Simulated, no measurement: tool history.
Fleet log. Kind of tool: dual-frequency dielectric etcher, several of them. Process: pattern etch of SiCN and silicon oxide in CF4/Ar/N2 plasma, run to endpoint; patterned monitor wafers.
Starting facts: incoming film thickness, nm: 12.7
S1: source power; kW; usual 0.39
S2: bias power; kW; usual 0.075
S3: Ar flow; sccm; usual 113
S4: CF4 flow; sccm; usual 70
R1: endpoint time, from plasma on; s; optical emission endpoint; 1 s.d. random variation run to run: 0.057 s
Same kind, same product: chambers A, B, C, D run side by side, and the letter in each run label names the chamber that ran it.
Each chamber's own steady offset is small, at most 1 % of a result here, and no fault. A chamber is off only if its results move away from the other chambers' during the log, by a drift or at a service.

run	hour	S1	S2	S3	S4	R1
# hour 2: chamber B: wet clean of the chamber
1B	3.4	0.39	0.075	113	70	16.738
2A	8.5	0.39	0.075	113	70	16.761
3C	13.2	0.39	0.075	113	70	16.849
4D	18.6	0.39	0.075	113	70	16.649
5A	22.6	0.39	0.088	113	63	16.05
6B	26	0.39	0.088	113	63	16.141
7D	31.2	0.39	0.088	113	63	15.994
8C	36.4	0.39	0.088	113	63	16.221
9A	39	0.39	0.075	113	70	16.747
10B	43.6	0.39	0.075	113	70	16.785
11C	47.4	0.39	0.075	113	70	16.799
12D	51.9	0.39	0.075	113	70	16.636
13B	56.3	0.39	0.075	113	70	16.826
# hour 57: chamber C: wet clean of the chamber
14D	60.7	0.39	0.075	113	70	16.821
# hour 63.9: chamber D: Ar flow controller replaced
15A	65.2	0.39	0.075	113	70	16.83
# hour 69.2: chamber A: wet clean of the chamber
16C	69.7	0.39	0.075	113	70	17.453
17D	73.8	0.39	0.075	113	70	16.756
18B	79.4	0.39	0.075	113	70	16.755
19A	84.5	0.39	0.075	104	70	16.479
20C	89.6	0.39	0.075	104	70	17.149
21D	92.3	0.39	0.075	104	70	16.516
22A	96	0.39	0.075	104	70	16.555
23C	99.5	0.39	0.075	113	70	17.44
24B	104.2	0.39	0.075	113	70	16.907
25C	107.4	0.39	0.075	113	70	17.36
26A	112.6	0.39	0.075	113	70	16.76

All chambers now run identical settings, listed one chamber a line with results as question marks. What results will each chamber show?
27A	116.6	0.44	0.075	113	70	?
27B	116.6	0.44	0.075	113	70	?
27C	116.6	0.44	0.075	113	70	?
27D	116.6	0.44	0.075	113	70	?

run	R1
27A	15.082
27B	15.219
27C	15.607
27D	15.023

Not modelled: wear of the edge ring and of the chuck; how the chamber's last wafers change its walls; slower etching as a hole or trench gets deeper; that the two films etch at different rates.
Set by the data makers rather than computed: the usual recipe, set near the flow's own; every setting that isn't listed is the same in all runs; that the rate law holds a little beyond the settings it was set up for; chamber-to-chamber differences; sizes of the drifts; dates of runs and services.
